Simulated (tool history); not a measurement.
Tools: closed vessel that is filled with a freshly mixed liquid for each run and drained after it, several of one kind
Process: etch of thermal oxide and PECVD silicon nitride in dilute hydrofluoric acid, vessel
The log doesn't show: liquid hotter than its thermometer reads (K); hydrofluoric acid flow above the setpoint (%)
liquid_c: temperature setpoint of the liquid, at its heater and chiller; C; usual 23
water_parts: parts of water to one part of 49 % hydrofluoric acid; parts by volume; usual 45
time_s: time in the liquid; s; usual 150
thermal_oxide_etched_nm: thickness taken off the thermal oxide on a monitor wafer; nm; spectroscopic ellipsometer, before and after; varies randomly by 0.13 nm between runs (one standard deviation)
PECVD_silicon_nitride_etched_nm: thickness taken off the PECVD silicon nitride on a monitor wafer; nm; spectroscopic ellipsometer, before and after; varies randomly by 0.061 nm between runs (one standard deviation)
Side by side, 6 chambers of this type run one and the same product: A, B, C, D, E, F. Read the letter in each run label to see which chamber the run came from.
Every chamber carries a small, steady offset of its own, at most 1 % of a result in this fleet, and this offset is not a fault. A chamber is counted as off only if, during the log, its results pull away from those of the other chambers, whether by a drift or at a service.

run   hour  liquid_c  water_parts  time_s  hours since the thermometer was replaced  hours since the hydrofluoric acid flow meter was replaced  read-back film thickness of the thermal oxide reference wafer, read on the same gauge (nm)  read-back film thickness of the PECVD silicon nitride reference wafer, read on the same gauge (nm)  thermal_oxide_etched_nm  PECVD_silicon_nitride_etched_nm
 1D      6        23           45     150                                    1163.6                                                        271                                                                                      100.05                                                                                              130.05                   16.217                           12.764
 2A     13        23           45     150                                    1826.5                                                      541.1                                                                                      99.974                                                                                              130.01                   16.002                           12.792
 3F   16.8        23           45     150                                    1494.8                                                     1177.3                                                                                      99.972                                                                                              130.02                   16.225                           12.683
 4C     22        23           45     150                                     852.2                                                       53.6                                                                                         100                                                                                              129.95                   16.182                           12.901
      27.2  -- chamber C: thermometer replaced
 5B   28.5        23           45     150                                     238.2                                                      311.9                                                                                      99.995                                                                                                 130                   15.943                           12.814
 6E   33.4        23           45     150                                    1882.5                                                      476.3                                                                                      100.01                                                                                                 130                   16.041                            12.84
 7F   37.8        21           45     110                                    1515.8                                                     1198.3                                                                                      100.01                                                                                              130.05                   10.827                           8.1036
 8D     42        21           45     110                                    1199.6                                                        307                                                                                      99.965                                                                                                 130                   10.874                           8.0862
 9A   47.9        21           45     110                                    1861.4                                                        576                                                                                      100.01                                                                                              129.99                   10.738                           8.2194
10B   51.3        21           45     110                                       261                                                      334.7                                                                                      99.972                                                                                              129.97                   10.806                           8.1677
11E   56.5        21           45     110                                    1905.6                                                      499.4                                                                                      99.996                                                                                              129.98                   10.791                           8.1618
12C   60.5        21           45     110                                      33.4                                                       92.1                                                                                      100.07                                                                                              130.01                   10.825                           8.0984
13E   65.5        26           45     150                                    1914.6                                                      508.4                                                                                         100                                                                                              130.01                   18.452                           15.807
14C   72.2        26           45     150                                      45.1                                                      103.8                                                                                      99.964                                                                                              130.01                   18.067                           15.649
15D   78.8        26           45     150                                    1236.4                                                      343.8                                                                                      100.01                                                                                                 130                   18.592                           15.823
16B   84.6        26           45     150                                     294.3                                                        368                                                                                      100.01                                                                                              129.98                   18.348                           15.679
17F   88.1        26           45     150                                    1566.1                                                     1248.6                                                                                       99.94                                                                                                 130                   18.076                           15.487
18A   92.5        26           45     150                                      1906                                                      620.6                                                                                      100.01                                                                                              129.98                   18.056                           15.732
19F   99.6        23           30     185                                    1577.6                                                     1260.1                                                                                      100.01                                                                                              129.93                   30.488                           23.203
20C  106.8        23           30     185                                      79.7                                                      138.4                                                                                      99.981                                                                                              130.02                   30.558                           23.115
21A  111.6        23           30     185                                    1925.1                                                      639.7                                                                                      100.03                                                                                              130.02                   30.486                           23.655
22B  116.6        23           30     185                                     326.3                                                        400                                                                                      100.03                                                                                                 130                   30.572                            23.59
23E  122.3        23           30     185                                    1971.4                                                      565.2                                                                                         100                                                                                              130.02                   30.773                           23.467
24D  127.9        23           30     185                                    1285.5                                                      392.9                                                                                      100.04                                                                                              129.99                   31.879                           24.272
25A  133.1        23           45     150                                    1946.6                                                      661.2                                                                                         100                                                                                              130.02                   15.996                           12.826
     137.6  -- chamber F: thermometer replaced
26B  139.4        23           45     150                                     349.1                                                      422.8                                                                                      99.984                                                                                              130.02                   15.977                            12.76
27F  146.6        23           45     150                                         9                                                     1307.1                                                                                      100.03                                                                                              130.06                   16.008                           12.769
28C  153.8        23           45     150                                     126.7                                                      185.4                                                                                      100.02                                                                                              129.97                   15.925                           12.859
29E  160.1        23           45     150                                    2009.2                                                        603                                                                                         100                                                                                              129.98                   16.143                           12.827
30D  164.3        23           45     150                                    1321.9                                                      429.3                                                                                      100.08                                                                                              129.97                   16.891                            13.25
     168.6  -- chamber F: hydrofluoric acid flow meter replaced
31F  170.6        23           45     150                                        33                                                          2                                                                                      99.986                                                                                              129.98                   16.022                           12.671
32E  176.6        23           45     195                                    2025.7                                                      619.5                                                                                      100.01                                                                                              130.03                   21.009                           16.857
33B  182.8        23           45     195                                     392.5                                                      466.2                                                                                      99.976                                                                                              129.97                   20.645                            16.65
34D    187        23           45     195                                    1344.6                                                        452                                                                                         100                                                                                              130.03                   22.053                           17.595
35C  193.8        23           45     195                                     166.7                                                      225.4                                                                                      99.989                                                                                              129.98                   20.837                           16.654
36A  197.4        23           45     195                                    2010.9                                                      725.5                                                                                      100.04                                                                                              130.01                   20.513                           16.721
37B  204.4        23           45     195                                     414.1                                                      487.8                                                                                      100.01                                                                                              129.99                   20.927                           16.672
38A  211.9        27           45     150                                    2025.4                                                        740                                                                                      99.999                                                                                              130.01                   18.942                           16.792
39C  219.2        27           45     150                                     192.1                                                      250.8                                                                                      99.999                                                                                                 130                   19.094                           16.749
40D  224.3        27           45     150                                    1381.9                                                      489.3                                                                                      100.01                                                                                                 130                    20.23                           17.808

Has any chamber moved away from the others, gradually or after a service, or does the common gauge drift, or do the chambers differ only by their own small steady offsets? State the chamber and the most likely cause if one applies.

Chamber D drifts away from the others.
What lies behind it: hydrofluoric acid flow above the setpoint (%) = 7.71.

Chamber D could run next with any of the 4 candidate recipes listed below; each alters the usual settings, and their results appear as question marks. Which one brings its results back in line with what the other chambers deliver on the usual settings?
In-line tolerance around the mean of the other chambers on the usual settings: thermal_oxide_etched_nm 0.45 nm; PECVD_silicon_nitride_etched_nm 0.21 nm
41D-1  229.7      22.5           40     160                                                                                                                                                                                                                                                                                                                             ?                                ?
41D-2  229.7        23           45     160                                                                                                                                                                                                                                                                                                                             ?                                ?
41D-3  229.7        23           45     140                                                                                                                                                                                                                                                                                                                             ?                                ?
41D-4  229.7      23.5           50     140                                                                                                                                                                                                                                                                                                                             ?                                ?

Average result of the remaining chambers running the usual settings: thermal_oxide_etched_nm 16.056 nm; PECVD_silicon_nitride_etched_nm 12.797 nm
  run  thermal_oxide_etched_nm  PECVD_silicon_nitride_etched_nm
41D-1                   20.688                           15.758
41D-2                    18.63                           14.517
41D-3                   16.301                           12.702
41D-4                   14.865                           11.841
It is 41D-3 that realigns the chamber with its peers.

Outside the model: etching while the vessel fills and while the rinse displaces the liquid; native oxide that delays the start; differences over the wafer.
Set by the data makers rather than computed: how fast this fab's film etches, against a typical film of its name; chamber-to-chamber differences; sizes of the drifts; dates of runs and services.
